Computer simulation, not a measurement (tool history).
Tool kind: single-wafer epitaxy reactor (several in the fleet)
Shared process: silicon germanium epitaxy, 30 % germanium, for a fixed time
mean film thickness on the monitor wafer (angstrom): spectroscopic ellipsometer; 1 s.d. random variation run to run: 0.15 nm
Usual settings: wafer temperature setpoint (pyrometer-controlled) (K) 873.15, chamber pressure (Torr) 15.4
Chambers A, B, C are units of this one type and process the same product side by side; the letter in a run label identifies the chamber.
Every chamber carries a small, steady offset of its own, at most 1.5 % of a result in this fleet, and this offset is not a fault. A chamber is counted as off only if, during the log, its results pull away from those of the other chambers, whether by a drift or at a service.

run	hour	wafer temperature setpoint (pyrometer-controlled) (K)	chamber pressure (Torr)	read-back reference wafer on the same gauge, thickness_nm	mean film thickness on the monitor wafer (angstrom)
1B	4.6	873.15	15.4	58.811	538.90
2C	8.7	873.15	15.4	58.858	527.62
3A	12.2	873.15	15.4	58.822	531.68
4B	14.9	873.15	15.4	58.796	533.87
5C	18.0	873.15	15.4	58.812	526.22
6A	22.3	873.15	15.4	58.837	528.13
7C	26.0	879.15	15.4	58.842	591.37
8A	31.5	879.15	15.4	58.800	587.48
9B	37.1	879.15	15.4	58.836	598.37
10C	41.4	873.15	15.4	58.797	525.82
11A	46.4	873.15	15.4	58.776	531.24
12B	51.4	873.15	15.4	58.814	538.21
13B	55.4	873.15	15.4	58.799	540.10
14A	60.1	873.15	15.4	58.786	530.92
15C	63.3	873.15	15.4	58.800	525.00
16B	69.1	873.15	15.4	58.797	539.10
17A	73.6	873.15	15.4	58.759	528.66
18C	76.4	873.15	15.4	58.814	524.77
19C	80.8	873.15	15.4	58.784	529.38
20B	84.7	873.15	15.4	58.771	534.92
21A	89.8	873.15	15.4	58.826	525.79
22A	93.9	873.15	15.4	58.807	522.50
23C	96.8	873.15	15.4	58.808	526.63
24B	102.3	873.15	15.4	58.812	537.40
25B	107.8	873.15	15.4	58.813	539.14
26C	113.1	873.15	15.4	58.844	526.70
27A	117.1	873.15	15.4	58.751	523.96
28C	120.4	873.15	15.4	58.816	525.29
29B	123.3	873.15	15.4	58.785	537.09
30A	127.5	873.15	15.4	58.789	522.45
31A	132.6	873.15	15.4	58.780	521.86
32B	138.4	873.15	15.4	58.805	536.51
33C	144.1	873.15	15.4	58.798	528.26
34A	147.0	873.15	18.0	58.797	552.82
35B	149.6	873.15	18.0	58.778	570.60
36C	153.6	873.15	18.0	58.787	559.55
37B	159.0	866.15	17.9	58.794	498.04
38C	164.4	866.15	17.9	58.768	492.33

For the next run the whole fleet of 3 chambers uses the same settings. Give each chamber's results:
39A	168.6	873.15	15.4		?
39B	168.6	873.15	15.4		?
39C	168.6	873.15	15.4		?

run	mean film thickness on the monitor wafer (angstrom)
39A	516.52
39B	536.91
39C	527.78

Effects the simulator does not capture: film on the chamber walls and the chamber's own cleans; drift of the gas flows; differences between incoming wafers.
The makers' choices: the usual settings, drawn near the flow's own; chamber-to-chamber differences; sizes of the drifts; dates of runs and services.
